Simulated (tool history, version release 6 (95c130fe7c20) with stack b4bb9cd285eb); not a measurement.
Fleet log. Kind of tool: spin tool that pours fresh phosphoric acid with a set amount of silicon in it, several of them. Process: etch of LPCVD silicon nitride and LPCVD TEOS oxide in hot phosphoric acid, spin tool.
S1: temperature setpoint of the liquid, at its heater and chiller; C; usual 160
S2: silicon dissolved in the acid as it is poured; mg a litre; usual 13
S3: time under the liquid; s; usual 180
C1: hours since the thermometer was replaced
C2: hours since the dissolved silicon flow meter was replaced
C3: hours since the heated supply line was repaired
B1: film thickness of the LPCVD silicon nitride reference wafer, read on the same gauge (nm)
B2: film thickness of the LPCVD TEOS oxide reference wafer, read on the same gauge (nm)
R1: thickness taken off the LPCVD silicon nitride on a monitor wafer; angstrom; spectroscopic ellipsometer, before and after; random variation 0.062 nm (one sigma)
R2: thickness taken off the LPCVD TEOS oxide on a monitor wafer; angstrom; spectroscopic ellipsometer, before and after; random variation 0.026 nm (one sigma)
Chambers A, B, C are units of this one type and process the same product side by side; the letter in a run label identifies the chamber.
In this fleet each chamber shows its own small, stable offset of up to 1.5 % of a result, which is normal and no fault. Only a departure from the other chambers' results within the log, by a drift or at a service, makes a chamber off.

{"run": "1B", "hour": 8.3, "S1": 160, "S2": 13, "S3": 180, "C1": 2544.4, "C2": 284.5, "C3": 2002.3, "B1": 110.01, "B2": 140.02, "R1": 148.19, "R2": 9.1387}
{"run": "2C", "hour": 14.7, "S1": 160, "S2": 13, "S3": 180, "C1": 198, "C2": 194.5, "C3": 423.2, "B1": 109.97, "B2": 139.99, "R1": 145.45, "R2": 9.9425}
{"run": "3A", "hour": 24.1, "S1": 160, "S2": 13, "S3": 180, "C1": 148.7, "C2": 851.8, "C3": 279.3, "B1": 110, "B2": 140.01, "R1": 145.86, "R2": 9.2323}
{"run": "4B", "hour": 33.1, "S1": 160, "S2": 13, "S3": 180, "C1": 2569.2, "C2": 309.3, "C3": 2027.1, "B1": 110.04, "B2": 139.99, "R1": 147.65, "R2": 8.6859}
{"run": "5A", "hour": 42.9, "S1": 160, "S2": 13, "S3": 180, "C1": 167.5, "C2": 870.6, "C3": 298.1, "B1": 110.04, "B2": 140.02, "R1": 146.39, "R2": 9.1211}
{"run": "6C", "hour": 52.8, "S1": 160, "S2": 13, "S3": 180, "C1": 236.1, "C2": 232.6, "C3": 461.3, "B1": 109.99, "B2": 140.02, "R1": 145.53, "R2": 9.0924}
{"run": "7A", "hour": 61.1, "S1": 160, "S2": 13, "S3": 180, "C1": 185.7, "C2": 888.8, "C3": 316.3, "B1": 110.01, "B2": 140.01, "R1": 146.85, "R2": 9.017}
{"run": "8B", "hour": 69.1, "S1": 160, "S2": 13, "S3": 180, "C1": 2605.2, "C2": 345.3, "C3": 2063.1, "B1": 109.96, "B2": 140.01, "R1": 147.67, "R2": 8.8496}
{"run": "9C", "hour": 79.6, "S1": 160, "S2": 13, "S3": 180, "C1": 262.9, "C2": 259.4, "C3": 488.1, "B1": 109.99, "B2": 140, "R1": 147.46, "R2": 9.6464}
{"hour": 82.3, "done": "chamber B: thermometer replaced"}
{"run": "10B", "hour": 90.5, "S1": 160, "S2": 13, "S3": 180, "C1": 8.3, "C2": 366.7, "C3": 2084.5, "B1": 110, "B2": 140, "R1": 148.81, "R2": 8.9083}
{"run": "11C", "hour": 96.3, "S1": 160, "S2": 13, "S3": 180, "C1": 279.6, "C2": 276.1, "C3": 504.8, "B1": 110, "B2": 140.01, "R1": 147.2, "R2": 8.8957}
{"run": "12A", "hour": 101.7, "S1": 160, "S2": 13, "S3": 180, "C1": 226.3, "C2": 929.4, "C3": 356.9, "B1": 110.01, "B2": 140.01, "R1": 144.96, "R2": 9.0243}
{"run": "13A", "hour": 107.2, "S1": 160, "S2": 13, "S3": 180, "C1": 231.8, "C2": 934.9, "C3": 362.4, "B1": 110, "B2": 140, "R1": 145.08, "R2": 8.8737}
{"run": "14B", "hour": 115.3, "S1": 160, "S2": 13, "S3": 125, "C1": 33.1, "C2": 391.5, "C3": 2109.3, "B1": 110.03, "B2": 140, "R1": 102.77, "R2": 6.3873}
{"run": "15C", "hour": 127.4, "S1": 160, "S2": 13, "S3": 125, "C1": 310.7, "C2": 307.2, "C3": 535.9, "B1": 110.03, "B2": 140.01, "R1": 101.86, "R2": 6.1256}
{"run": "16C", "hour": 134.6, "S1": 160, "S2": 13, "S3": 125, "C1": 317.9, "C2": 314.4, "C3": 543.1, "B1": 110.01, "B2": 140.01, "R1": 101.62, "R2": 6.246}
{"run": "17B", "hour": 144.8, "S1": 160, "S2": 13, "S3": 180, "C1": 62.6, "C2": 421, "C3": 2138.8, "B1": 110.02, "B2": 140, "R1": 147.75, "R2": 8.9153}
{"run": "18A", "hour": 154.0, "S1": 160, "S2": 3, "S3": 180, "C1": 278.6, "C2": 981.7, "C3": 409.2, "B1": 109.99, "B2": 140.01, "R1": 143.44, "R2": 10.644}
{"run": "19A", "hour": 161.4, "S1": 160, "S2": 3, "S3": 180, "C1": 286, "C2": 989.1, "C3": 416.6, "B1": 110.01, "B2": 139.99, "R1": 142.53, "R2": 10.517}
{"run": "20B", "hour": 166.8, "S1": 160, "S2": 3, "S3": 180, "C1": 84.6, "C2": 443, "C3": 2160.8, "B1": 110, "B2": 140, "R1": 148.42, "R2": 10.488}
{"run": "21C", "hour": 175.8, "S1": 160, "S2": 13, "S3": 180, "C1": 359.1, "C2": 355.6, "C3": 584.3, "B1": 110, "B2": 139.99, "R1": 146.37, "R2": 9.2951}
{"run": "22C", "hour": 183.3, "S1": 160, "S2": 13, "S3": 180, "C1": 366.6, "C2": 363.1, "C3": 591.8, "B1": 109.97, "B2": 140.01, "R1": 146.54, "R2": 9.0397}
{"run": "23B", "hour": 194.7, "S1": 160, "S2": 13, "S3": 180, "C1": 112.5, "C2": 470.9, "C3": 2188.7, "B1": 109.99, "B2": 140.02, "R1": 147.48, "R2": 9.0484}
{"run": "24A", "hour": 202.7, "S1": 160, "S2": 13, "S3": 180, "C1": 327.3, "C2": 1030.4, "C3": 457.9, "B1": 109.99, "B2": 140, "R1": 142.28, "R2": 8.7045}
{"run": "25A", "hour": 211.6, "S1": 160, "S2": 13, "S3": 180, "C1": 336.2, "C2": 1039.3, "C3": 466.8, "B1": 110.02, "B2": 139.99, "R1": 142.06, "R2": 8.7083}
{"run": "26C", "hour": 222.2, "S1": 160, "S2": 13, "S3": 180, "C1": 405.5, "C2": 402, "C3": 630.7, "B1": 110.03, "B2": 140.01, "R1": 146.07, "R2": 8.7108}
{"run": "27B", "hour": 229.6, "S1": 160, "S2": 13, "S3": 180, "C1": 147.4, "C2": 505.8, "C3": 2223.6, "B1": 109.97, "B2": 140.01, "R1": 147.48, "R2": 9.0417}
{"run": "28B", "hour": 236.3, "S1": 160, "S2": 13, "S3": 180, "C1": 154.1, "C2": 512.5, "C3": 2230.3, "B1": 110.02, "B2": 140, "R1": 148.58, "R2": 9.1663}
{"run": "29C", "hour": 248.4, "S1": 160, "S2": 13, "S3": 180, "C1": 431.7, "C2": 428.2, "C3": 656.9, "B1": 110.01, "B2": 140, "R1": 146.52, "R2": 8.5367}

Next, all 3 chambers run the settings below, one line each with question marks for the results. What does each chamber give?
{"run": "30A", "hour": 257.3, "S1": 160, "S2": 20, "S3": 180, "R1": "?", "R2": "?"}
{"run": "30B", "hour": 257.3, "S1": 160, "S2": 20, "S3": 180, "R1": "?", "R2": "?"}
{"run": "30C", "hour": 257.3, "S1": 160, "S2": 20, "S3": 180, "R1": "?", "R2": "?"}

run=30A R1=140.18 R2=6.7668
run=30B R1=147.04 R2=7.423
run=30C R1=146.55 R2=7.5416

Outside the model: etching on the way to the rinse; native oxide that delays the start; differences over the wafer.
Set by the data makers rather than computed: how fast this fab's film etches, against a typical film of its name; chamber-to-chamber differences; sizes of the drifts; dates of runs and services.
